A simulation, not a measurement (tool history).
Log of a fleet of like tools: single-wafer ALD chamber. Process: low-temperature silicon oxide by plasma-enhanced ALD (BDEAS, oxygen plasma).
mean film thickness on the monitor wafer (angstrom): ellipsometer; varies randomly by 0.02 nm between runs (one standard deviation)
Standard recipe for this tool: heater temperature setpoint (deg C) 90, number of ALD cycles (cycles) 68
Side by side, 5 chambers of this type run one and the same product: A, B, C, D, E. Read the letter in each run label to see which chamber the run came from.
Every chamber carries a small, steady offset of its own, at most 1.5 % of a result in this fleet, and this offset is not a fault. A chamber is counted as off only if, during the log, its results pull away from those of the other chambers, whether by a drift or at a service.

run	hour	heater temperature setpoint (deg C)	number of ALD cycles (cycles)	read-back reference wafer on the same gauge, thickness_nm	mean film thickness on the monitor wafer (angstrom)
1E	3.3	90	68	9.7019	101.870
2C	7.7	90	68	9.6985	100.700
3D	10.8	90	68	9.6980	100.510
4A	15.3	90	68	9.6991	99.661
5B	19.9	90	68	9.6978	101.220
6B	24.1	90	68	9.7035	100.810
7C	28.7	90	61	9.7019	90.422
8E	34.0	90	61	9.6958	91.425
9A	36.6	90	61	9.6971	89.635
10D	41.7	90	61	9.6982	90.453
11B	46.4	90	61	9.7037	90.358
12E	51.6	90	68	9.7020	101.740
13A	56.7	90	68	9.6993	99.660
14C	61.6	90	68	9.7011	100.530
15D	66.1	90	68	9.6977	100.620
16E	71.0	103	76	9.7031	109.220
17A	74.9	103	76	9.7019	107.000
18D	80.2	103	76	9.7025	107.910
19C	82.9	103	76	9.7016	107.830
20B	85.9	103	76	9.6943	107.770
21A	90.6	90	68	9.6980	100.100
22B	94.3	90	68	9.7003	100.550
23D	97.7	90	68	9.7006	100.700
24E	100.9	90	68	9.7005	101.930
25C	106.1	90	68	9.6963	100.980
26D	109.3	90	68	9.6975	100.840
27A	113.5	90	68	9.7042	99.427
28C	117.1	90	68	9.7056	100.460
29B	120.7	90	68	9.6955	100.950
30E	125.2	99	68	9.6961	98.731
31D	128.3	99	68	9.7038	97.714
32A	131.7	99	68	9.6963	96.592
33E	134.5	99	68	9.6988	98.298
34C	137.1	99	68	9.6997	97.349

Is one chamber out of step, is the gauge drifting, or do the chambers differ by no more than their own small offsets? For an off chamber, give its letter and the likeliest cause.

Neither any chamber nor the gauge drifts; the chambers differ only by their own small, steady offsets.

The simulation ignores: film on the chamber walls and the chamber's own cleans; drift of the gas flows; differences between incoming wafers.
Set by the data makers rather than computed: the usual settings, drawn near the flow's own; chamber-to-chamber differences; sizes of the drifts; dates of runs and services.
